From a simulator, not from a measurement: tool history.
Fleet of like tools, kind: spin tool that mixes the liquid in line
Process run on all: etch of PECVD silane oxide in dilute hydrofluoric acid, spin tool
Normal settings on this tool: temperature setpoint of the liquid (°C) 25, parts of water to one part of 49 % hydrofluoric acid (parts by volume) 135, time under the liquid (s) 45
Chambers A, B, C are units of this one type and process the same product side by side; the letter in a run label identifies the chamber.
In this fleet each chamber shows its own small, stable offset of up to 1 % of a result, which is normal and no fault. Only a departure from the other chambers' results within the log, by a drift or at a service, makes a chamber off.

run	hour	temperature setpoint of the liquid (°C)	parts of water to one part of 49 % hydrofluoric acid (parts by volume)	time under the liquid (s)	hours since the thermometer was replaced	hours since the hydrofluoric acid flow meter was replaced	read-back film thickness of the PECVD silane oxide reference wafer, read on the same gauge (nm)	thickness taken off the PECVD silane oxide on a monitor wafer (Å)
1B	3.6	25	135	45	455.4	614.8	90.000	124.89
2C	5.8	25	135	45	2189.2	563.7	89.994	125.33
3A	9.6	25	135	45	326.9	949.4	89.960	125.46
4B	14.6	25	135	45	466.4	625.8	90.010	127.32
5C	17.4	25	135	45	2200.8	575.3	90.001	127.11
6A	21.8	25	135	45	339.1	961.6	89.995	126.46
7A	26.4	25	135	45	343.7	966.2	89.990	125.74
8B	29.4	25	135	70	481.2	640.6	90.004	195.30
9C	32.5	25	135	70	2215.9	590.4	90.016	194.65
10C	37.2	25	135	70	2220.6	595.1	89.972	197.00
11B	39.5	25	135	45	491.3	650.7	90.008	128.37
12A	42.7	25	135	45	360.0	982.5	90.032	126.13
13B	46.0	25	135	45	497.8	657.2	89.991	127.36
14C	49.6	25	135	45	2233.0	607.5	89.998	126.48
15A	54.6	25	135	45	371.9	994.4	89.981	127.83
16C	58.1	25	135	45	2241.5	616.0	90.013	125.65
17A	61.4	25	135	45	378.7	1001.2	90.017	126.23
# hour 63.9: chamber A: hydrofluoric acid flow meter replaced
18B	66.1	25	135	45	517.9	677.3	90.000	130.88
19C	70.1	25	135	45	2253.5	628.0	90.027	127.62
20B	74.2	25	135	45	526.0	685.4	89.999	131.98
21A	78.3	25	135	45	395.6	14.5	89.999	125.73
22B	81.8	25	135	45	533.6	693.0	89.998	132.14

The same settings go to every chamber for the next run, one line per chamber below. Forecast the results for each:
23A	85.4	25	135	45				?
23B	85.4	25	135	45				?
23C	85.4	25	135	45				?

run	thickness taken off the PECVD silane oxide on a monitor wafer (Å)
23A	127.04
23B	132.37
23C	127.42
